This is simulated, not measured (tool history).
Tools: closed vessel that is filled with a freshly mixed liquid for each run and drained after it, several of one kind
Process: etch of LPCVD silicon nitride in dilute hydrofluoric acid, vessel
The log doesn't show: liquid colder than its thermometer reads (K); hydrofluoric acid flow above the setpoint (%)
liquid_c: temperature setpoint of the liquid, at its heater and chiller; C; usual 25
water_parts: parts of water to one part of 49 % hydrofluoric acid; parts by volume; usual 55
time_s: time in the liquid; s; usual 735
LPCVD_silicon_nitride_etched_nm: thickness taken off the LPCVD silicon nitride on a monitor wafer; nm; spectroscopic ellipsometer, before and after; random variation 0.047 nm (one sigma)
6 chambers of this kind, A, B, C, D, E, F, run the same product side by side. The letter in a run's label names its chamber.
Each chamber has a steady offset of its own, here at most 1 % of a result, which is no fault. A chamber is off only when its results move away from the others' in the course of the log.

run,hour,liquid_c,water_parts,time_s,hours since the thermometer was replaced,hours since the hydrofluoric acid flow meter was replaced,"read-back film thickness of the LPCVD silicon nitride reference wafer, read on the same gauge (nm)",LPCVD_silicon_nitride_etched_nm
1C,8.5,25,55,735,1852.1,160.8,140.01,6.7762
2B,14.6,25,55,735,754.9,590.2,140.01,6.8284
3A,21.2,25,55,735,2225.2,697.6,140.03,6.7783
# hour 28.8: chamber C: thermometer replaced
4F,29,25,55,735,577.3,1502.4,139.99,6.9602
5E,35.3,25,55,735,549,921.7,140.01,6.784
6D,41.7,25,40,735,600.9,783.9,139.99,9.2777
7A,47.5,25,40,735,2251.5,723.9,140,9.4426
8C,56.1,25,40,735,27.4,208.4,140.02,9.3
9B,62.9,25,40,735,803.2,638.5,140.01,9.4091
10F,71,25,40,735,619.3,1544.4,140,9.3842
# hour 72.5: chamber D: thermometer replaced
11E,76.1,25,40,735,589.8,962.5,139.98,9.3569
# hour 80.3: chamber E: thermometer replaced
12D,82.9,29.5,55,1000,10.5,825.1,140.01,12.51
13D,87.8,29.5,55,1000,15.4,830,139.98,12.548
14C,96.6,29.5,55,1000,67.9,248.9,140.01,12.426
15B,103.1,29.5,55,1000,843.4,678.7,140.01,12.671
16E,108.5,29.5,55,1000,28.2,994.9,140,12.568
17A,117,29.5,55,1000,2321,793.4,139.99,12.752
18F,125.4,25,55,735,673.7,1598.8,140.03,6.9312
19C,132.8,25,55,735,104.1,285.1,140.03,6.8355
20B,140.9,25,55,735,881.2,716.5,140,6.9735
21F,145.9,27,55,735,694.2,1619.3,139.99,7.9195
22D,152.7,27,55,735,80.3,894.9,140.03,7.8674
23A,159,27,55,735,2363,835.4,139.96,7.9082
24E,165.4,27,55,735,85.1,1051.8,140,7.9002
25F,170.5,27,55,735,718.8,1643.9,140,7.9169
26C,177.7,27,55,735,149,330,139.98,7.7713
27D,182.8,25,55,735,110.4,925,140.01,6.9047
28A,190.6,25,55,735,2394.6,867,140.01,6.8726
29B,197.4,25,45,600,937.7,773,139.97,6.9658
30E,201.9,25,45,600,121.6,1088.3,139.99,6.8393
31F,210.4,25,45,600,758.7,1683.8,139.99,6.7474
32B,219,25,45,600,959.3,794.6,140,7.0653
33A,227.1,25,45,600,2431.1,903.5,139.99,6.965
34E,234.6,25,45,600,154.3,1121,140,6.7915
35D,241.7,25,55,735,169.3,983.9,139.99,6.9388
36C,246.1,25,55,735,217.4,398.4,140.02,6.799
37A,252.8,25,55,735,2456.8,929.2,140,6.8952
38E,259.1,25,55,735,178.8,1145.5,139.99,6.8201
39C,266.3,25,55,735,237.6,418.6,140,6.8054
40F,272.8,25,55,735,821.1,1746.2,140,6.7965
41D,280,25,55,735,207.6,1022.2,140.02,6.8707

Next, every chamber runs the same settings. What will each give?
42A,286.4,25,55,735,,,,?
42B,286.4,25,55,735,,,,?
42C,286.4,25,55,735,,,,?
42D,286.4,25,55,735,,,,?
42E,286.4,25,55,735,,,,?
42F,286.4,25,55,735,,,,?

run,LPCVD_silicon_nitride_etched_nm
42A,6.9003
42B,7.3368
42C,6.8231
42D,6.8245
42E,6.7777
42F,6.8667

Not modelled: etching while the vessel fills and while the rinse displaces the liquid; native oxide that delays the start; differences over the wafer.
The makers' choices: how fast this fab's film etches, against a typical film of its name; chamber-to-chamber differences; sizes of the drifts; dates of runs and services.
